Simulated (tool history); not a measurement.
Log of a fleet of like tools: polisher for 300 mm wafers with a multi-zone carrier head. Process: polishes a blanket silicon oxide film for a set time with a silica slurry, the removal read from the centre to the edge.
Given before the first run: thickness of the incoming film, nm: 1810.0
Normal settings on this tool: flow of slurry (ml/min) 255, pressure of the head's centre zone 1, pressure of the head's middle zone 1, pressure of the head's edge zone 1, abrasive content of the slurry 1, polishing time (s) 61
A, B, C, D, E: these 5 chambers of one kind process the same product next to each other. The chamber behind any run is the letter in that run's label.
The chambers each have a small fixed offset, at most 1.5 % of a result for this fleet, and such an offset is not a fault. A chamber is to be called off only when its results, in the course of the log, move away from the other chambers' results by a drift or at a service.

run	hour	flow of slurry (ml/min)	pressure of the head's centre zone	pressure of the head's middle zone	pressure of the head's edge zone	abrasive content of the slurry	polishing time (s)	film removed at the wafer's centre (angstrom)	film removed at mid-radius (angstrom)	film removed at the wafer's edge (angstrom)
1A	4.2	255	1	1	1	1	61	2125.3	2133.9	2125.1
2B	10.6	255	1	1	1	1	61	2102.3	2132.2	2114.6
3D	17.3	255	1	1	1	1	61	2079.6	2141.7	2118.8
4E	21.1	255	1	1	1	1	61	2106.9	2132.7	2130.2
5C	26.4	255	1	1	1	1	61	2164.9	2104.8	2125.9
# hour 29.4: chamber E: worn pad replaced by a new one
6C	30.5	255	1	1	1	1	61	2138.8	2097.4	2119.7
7B	35.7	255	1	0.96	1.11	1	61	2114.2	2057	2178
8D	40.2	255	1	0.96	1.11	1	61	2090.8	2037	2238.7
9E	46.6	255	1	0.96	1.11	1	61	2132.4	2038.6	2259.4
# hour 50.6: chamber D: worn pad replaced by a new one
10A	51	255	1	0.96	1.11	1	61	2102.9	2021.7	2270.8
11C	56.1	255	1	0.96	1.11	1	61	2146.3	2036.4	2268.6
# hour 57.2: chamber C: worn pad replaced by a new one
12D	59.1	255	1	1	1	1	61	2115.7	2130	2103.3
# hour 64.7: chamber B: worn pad replaced by a new one
13E	65.9	255	1	1	1	1	61	2138.2	2129.9	2132.3
14B	72.8	255	1	1	1	1	61	2115.3	2130	2074.1
# hour 74.1: chamber A: worn pad replaced by a new one
15A	76.1	255	1	1	1	1	61	2143.3	2134.9	2116.6
16C	81.9	255	1	1	1	1	61	2151.4	2093.1	2103.1
17D	86	335	1	1	1.1	1	61	2163.4	2175.2	2322.8
18E	92.3	335	1	1	1.1	1	61	2154.9	2189.1	2301.5
19B	96.7	335	1	1	1.1	1	61	2170.7	2163.9	2237.9
20A	99.9	335	1	1	1.1	1	61	2160.5	2189	2283.3
21D	105.7	335	1	1	1.1	1	61	2151.7	2197.7	2265
22E	112.3	255	1	1	1	1	61	2117.5	2127.7	2097.1
23B	115.3	255	1	1	1	1	61	2125.6	2109.5	2080.7
24A	119.7	255	0.92	1.07	1	1	61	1930.4	2252.5	2097
# hour 121.8: chamber B: edge zone pressure recalibrated
25C	123.4	255	0.92	1.07	1	1	61	1935.1	2246.7	2124.2
26B	129.9	255	0.92	1.07	1	1	61	1919.7	2254.4	2073.4
27C	133.7	255	0.92	1.07	1	1	61	1960.4	2219.3	2092.1
28D	137.7	255	0.92	1.07	1	1	61	1949.7	2310.7	2134.4
# hour 138.2: chamber C: centre zone pressure recalibrated
29A	144.1	255	1	1	1	1	61	2144.6	2143.1	2088.3
# hour 146.2: chamber E: worn pad replaced by a new one
30E	148.6	255	1	1	1	1	61	2115.2	2138.1	2108.6
31C	153	325	1	1	1	1.15	61	2148.5	2288.2	2284.9
# hour 153.5: chamber B: slurry nozzle cleaned
# hour 154.4: chamber B: worn pad replaced by a new one
32D	159.4	325	1	1	1	1.15	61	2283.7	2340.2	2292.5
33E	162.9	325	1	1	1	1.15	61	2353.6	2301.5	2317.2
# hour 167.3: chamber D: slurry nozzle cleaned
34A	169.1	325	1	1	1	1.15	61	2316.5	2316.9	2307.9
# hour 174.1: chamber C: worn pad replaced by a new one
35B	174.1	325	1	1	1	1.15	61	2342	2318.6	2219.2
# hour 175.1: chamber C: slurry nozzle cleaned
36B	180.1	255	1	1	1	1	61	2101.1	2121.9	2109.7
# hour 181.6: chamber A: worn pad replaced by a new one
37C	186.8	255	1	1	1	1	61	1968.8	2132.2	2095.7
38D	192.1	255	1	1	1	1	61	2107.8	2117.3	2135.3
39E	197.1	255	1	1	1	1	61	2107.8	2120.6	2155.7
40A	202.1	255	1	1	1	1	61	2110.1	2105	2124.4
41B	208.4	220	1	1	1	1	61	2073	2084.8	2065.1
42E	213.1	220	1	1	1	1	61	2051.8	2106.3	2120.3
43A	219.2	220	1	1	1	1	61	2093.2	2094.7	2115.3

For the next run the whole fleet of 5 chambers uses the same settings. Give each chamber's results:
44A	224.1	255	1	1	1	1	61	?	?	?
44B	224.1	255	1	1	1	1	61	?	?	?
44C	224.1	255	1	1	1	1	61	?	?	?
44D	224.1	255	1	1	1	1	61	?	?	?
44E	224.1	255	1	1	1	1	61	?	?	?

run	film removed at the wafer's centre (angstrom)	film removed at mid-radius (angstrom)	film removed at the wafer's edge (angstrom)
44A	2111.2	2133.1	2131.8
44B	2106	2117.9	2096.4
44C	1963.2	2113.7	2095.1
44D	2092.9	2147.9	2123.4
44E	2100.8	2126.9	2124.4
